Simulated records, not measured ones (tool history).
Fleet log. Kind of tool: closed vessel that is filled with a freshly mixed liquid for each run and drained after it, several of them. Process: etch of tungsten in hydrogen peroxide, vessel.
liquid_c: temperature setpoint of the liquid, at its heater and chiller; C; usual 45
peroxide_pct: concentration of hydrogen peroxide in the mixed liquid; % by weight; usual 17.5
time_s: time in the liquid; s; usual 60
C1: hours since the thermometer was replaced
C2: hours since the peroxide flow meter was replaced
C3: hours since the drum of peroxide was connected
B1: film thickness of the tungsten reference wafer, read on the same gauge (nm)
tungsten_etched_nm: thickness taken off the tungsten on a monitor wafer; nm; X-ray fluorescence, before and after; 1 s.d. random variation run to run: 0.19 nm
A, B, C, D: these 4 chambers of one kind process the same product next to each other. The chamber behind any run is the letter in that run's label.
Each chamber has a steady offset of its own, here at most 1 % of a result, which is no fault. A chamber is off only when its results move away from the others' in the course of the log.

{"run": "1B", "hour": 9.8, "liquid_c": 45, "peroxide_pct": 17.5, "time_s": 60, "C1": 658.7, "C2": 519.5, "C3": 460.8, "B1": 30.007, "tungsten_etched_nm": 54.33}
{"hour": 18.3, "done": "chamber B: new drum of peroxide connected"}
{"run": "2D", "hour": 23.4, "liquid_c": 45, "peroxide_pct": 17.5, "time_s": 60, "C1": 1953.2, "C2": 776.3, "C3": 557.6, "B1": 29.99, "tungsten_etched_nm": 54.362}
{"run": "3C", "hour": 30.5, "liquid_c": 45, "peroxide_pct": 17.5, "time_s": 60, "C1": 1070.7, "C2": 404.2, "C3": 330.3, "B1": 30.022, "tungsten_etched_nm": 54.959}
{"run": "4A", "hour": 42.8, "liquid_c": 45, "peroxide_pct": 17.5, "time_s": 60, "C1": 430.1, "C2": 145.5, "C3": 570, "B1": 29.992, "tungsten_etched_nm": 54.77}
{"run": "5D", "hour": 50.6, "liquid_c": 45, "peroxide_pct": 17.5, "time_s": 45, "C1": 1980.4, "C2": 803.5, "C3": 584.8, "B1": 30.015, "tungsten_etched_nm": 40.717}
{"run": "6C", "hour": 64.8, "liquid_c": 45, "peroxide_pct": 17.5, "time_s": 45, "C1": 1105, "C2": 438.5, "C3": 364.6, "B1": 30.004, "tungsten_etched_nm": 41.232}
{"run": "7B", "hour": 78.3, "liquid_c": 45, "peroxide_pct": 17.5, "time_s": 45, "C1": 727.2, "C2": 588, "C3": 60.1, "B1": 30.007, "tungsten_etched_nm": 40.93}
{"run": "8A", "hour": 91.2, "liquid_c": 45, "peroxide_pct": 17.5, "time_s": 45, "C1": 478.5, "C2": 193.9, "C3": 618.4, "B1": 30.004, "tungsten_etched_nm": 40.881}
{"run": "9D", "hour": 106.2, "liquid_c": 45, "peroxide_pct": 17.5, "time_s": 60, "C1": 2036, "C2": 859.1, "C3": 640.4, "B1": 29.997, "tungsten_etched_nm": 54.36}
{"hour": 114.7, "done": "chamber C: thermometer replaced"}
{"run": "10A", "hour": 115.3, "liquid_c": 45, "peroxide_pct": 17.5, "time_s": 85, "C1": 502.6, "C2": 218, "C3": 642.5, "B1": 30.02, "tungsten_etched_nm": 77.239}
{"run": "11C", "hour": 129.8, "liquid_c": 45, "peroxide_pct": 17.5, "time_s": 85, "C1": 15.2, "C2": 503.5, "C3": 429.6, "B1": 29.995, "tungsten_etched_nm": 77.815}
{"run": "12B", "hour": 138.1, "liquid_c": 45, "peroxide_pct": 17.5, "time_s": 85, "C1": 787, "C2": 647.8, "C3": 119.9, "B1": 30.01, "tungsten_etched_nm": 77.704}
{"run": "13C", "hour": 147.4, "liquid_c": 45, "peroxide_pct": 17.5, "time_s": 85, "C1": 32.8, "C2": 521.1, "C3": 447.2, "B1": 29.989, "tungsten_etched_nm": 78.315}
{"run": "14B", "hour": 160.8, "liquid_c": 45, "peroxide_pct": 17.5, "time_s": 60, "C1": 809.7, "C2": 670.5, "C3": 142.6, "B1": 29.989, "tungsten_etched_nm": 54.607}
{"run": "15D", "hour": 175.6, "liquid_c": 45, "peroxide_pct": 17.5, "time_s": 60, "C1": 2105.4, "C2": 928.5, "C3": 709.8, "B1": 30.027, "tungsten_etched_nm": 54.387}
{"run": "16A", "hour": 185.4, "liquid_c": 45, "peroxide_pct": 17.5, "time_s": 60, "C1": 572.7, "C2": 288.1, "C3": 712.6, "B1": 29.986, "tungsten_etched_nm": 54.287}
{"run": "17D", "hour": 192.5, "liquid_c": 45, "peroxide_pct": 20, "time_s": 60, "C1": 2122.3, "C2": 945.4, "C3": 726.7, "B1": 29.976, "tungsten_etched_nm": 57.747}
{"run": "18A", "hour": 206.8, "liquid_c": 45, "peroxide_pct": 20, "time_s": 60, "C1": 594.1, "C2": 309.5, "C3": 734, "B1": 30.008, "tungsten_etched_nm": 58.524}
{"run": "19B", "hour": 218.8, "liquid_c": 45, "peroxide_pct": 20, "time_s": 60, "C1": 867.7, "C2": 728.5, "C3": 200.6, "B1": 30.007, "tungsten_etched_nm": 58.8}
{"run": "20C", "hour": 230.8, "liquid_c": 45, "peroxide_pct": 20, "time_s": 60, "C1": 116.2, "C2": 604.5, "C3": 530.6, "B1": 30.004, "tungsten_etched_nm": 58.779}
{"run": "21B", "hour": 242.5, "liquid_c": 45, "peroxide_pct": 17.5, "time_s": 60, "C1": 891.4, "C2": 752.2, "C3": 224.3, "B1": 30.004, "tungsten_etched_nm": 55.078}
{"run": "22D", "hour": 252.6, "liquid_c": 45, "peroxide_pct": 17.5, "time_s": 60, "C1": 2182.4, "C2": 1005.5, "C3": 786.8, "B1": 29.989, "tungsten_etched_nm": 54.104}
{"run": "23C", "hour": 263.3, "liquid_c": 45, "peroxide_pct": 17.5, "time_s": 60, "C1": 148.7, "C2": 637, "C3": 563.1, "B1": 29.997, "tungsten_etched_nm": 55.023}
{"hour": 274.7, "done": "chamber B: peroxide flow meter replaced"}
{"run": "24A", "hour": 278.7, "liquid_c": 39.5, "peroxide_pct": 17.5, "time_s": 60, "C1": 666, "C2": 381.4, "C3": 805.9, "B1": 30.006, "tungsten_etched_nm": 38.582}
{"run": "25D", "hour": 289.4, "liquid_c": 39.5, "peroxide_pct": 17.5, "time_s": 60, "C1": 2219.2, "C2": 1042.3, "C3": 823.6, "B1": 29.984, "tungsten_etched_nm": 38.395}
{"hour": 295.8, "done": "chamber A: peroxide flow meter replaced"}
{"run": "26A", "hour": 296.8, "liquid_c": 39.5, "peroxide_pct": 17.5, "time_s": 60, "C1": 684.1, "C2": 1, "C3": 824, "B1": 30.028, "tungsten_etched_nm": 38.455}
{"run": "27C", "hour": 308.4, "liquid_c": 39.5, "peroxide_pct": 17.5, "time_s": 60, "C1": 193.8, "C2": 682.1, "C3": 608.2, "B1": 30.005, "tungsten_etched_nm": 38.329}
{"run": "28B", "hour": 319.4, "liquid_c": 45, "peroxide_pct": 17.5, "time_s": 60, "C1": 968.3, "C2": 44.8, "C3": 301.2, "B1": 29.99, "tungsten_etched_nm": 55.449}
{"run": "29A", "hour": 332.7, "liquid_c": 45, "peroxide_pct": 17.5, "time_s": 60, "C1": 720, "C2": 36.9, "C3": 859.9, "B1": 29.995, "tungsten_etched_nm": 54.212}
{"run": "30C", "hour": 345.9, "liquid_c": 45, "peroxide_pct": 17.5, "time_s": 60, "C1": 231.3, "C2": 719.6, "C3": 645.7, "B1": 30.014, "tungsten_etched_nm": 54.979}
{"run": "31D", "hour": 360.5, "liquid_c": 45, "peroxide_pct": 17.5, "time_s": 60, "C1": 2290.3, "C2": 1113.4, "C3": 894.7, "B1": 30, "tungsten_etched_nm": 54.191}
{"run": "32B", "hour": 374.2, "liquid_c": 45, "peroxide_pct": 17.5, "time_s": 60, "C1": 1023.1, "C2": 99.6, "C3": 356, "B1": 29.991, "tungsten_etched_nm": 55.779}
{"run": "33D", "hour": 383.6, "liquid_c": 45, "peroxide_pct": 17.5, "time_s": 60, "C1": 2313.4, "C2": 1136.5, "C3": 917.8, "B1": 30.004, "tungsten_etched_nm": 54.34}
{"hour": 396.1, "done": "chamber A: new drum of peroxide connected"}
{"run": "34B", "hour": 396.6, "liquid_c": 45, "peroxide_pct": 17.5, "time_s": 60, "C1": 1045.5, "C2": 122, "C3": 378.4, "B1": 29.988, "tungsten_etched_nm": 55.891}
{"run": "35C", "hour": 405.9, "liquid_c": 45, "peroxide_pct": 17.5, "time_s": 60, "C1": 291.3, "C2": 779.6, "C3": 705.7, "B1": 29.98, "tungsten_etched_nm": 54.953}
{"run": "36A", "hour": 418.0, "liquid_c": 45, "peroxide_pct": 17.5, "time_s": 60, "C1": 805.3, "C2": 122.2, "C3": 22, "B1": 29.989, "tungsten_etched_nm": 54.49}
{"run": "37A", "hour": 429.1, "liquid_c": 45, "peroxide_pct": 17.5, "time_s": 60, "C1": 816.4, "C2": 133.3, "C3": 33.1, "B1": 30.003, "tungsten_etched_nm": 54.451}
{"run": "38C", "hour": 439.3, "liquid_c": 45, "peroxide_pct": 17.5, "time_s": 60, "C1": 324.7, "C2": 813, "C3": 739.1, "B1": 30.001, "tungsten_etched_nm": 55.059}

Is one chamber off against the others, does the gauge drift, or is nothing wrong? If a chamber is off, say which, and what the likeliest cause is.

Chamber B drifts away from the others.
Cause: liquid hotter than its thermometer reads (K) = 0.504.

Here are 4 candidates for chamber B's next run, each the usual settings with a change, their results left as question marks. Which one brings its results back in line with what the others give on the usual settings?
In line means no further than this from the other chambers' mean on the usual settings: tungsten_etched_nm 0.66 nm
{"run": "39B-1", "hour": 450.6, "liquid_c": 45, "peroxide_pct": 16, "time_s": 60, "tungsten_etched_nm": "?"}
{"run": "39B-2", "hour": 450.6, "liquid_c": 45, "peroxide_pct": 18.5, "time_s": 60, "tungsten_etched_nm": "?"}
{"run": "39B-3", "hour": 450.6, "liquid_c": 44.5, "peroxide_pct": 17.5, "time_s": 60, "tungsten_etched_nm": "?"}
{"run": "39B-4", "hour": 450.6, "liquid_c": 45, "peroxide_pct": 19.5, "time_s": 60, "tungsten_etched_nm": "?"}

Other chambers, usual settings, mean: tungsten_etched_nm 54.612 nm
run=39B-1 tungsten_etched_nm=53.835
run=39B-2 tungsten_etched_nm=57.939
run=39B-3 tungsten_etched_nm=54.588
run=39B-4 tungsten_etched_nm=59.5
39B-3 puts the chamber back in line with the other chambers.
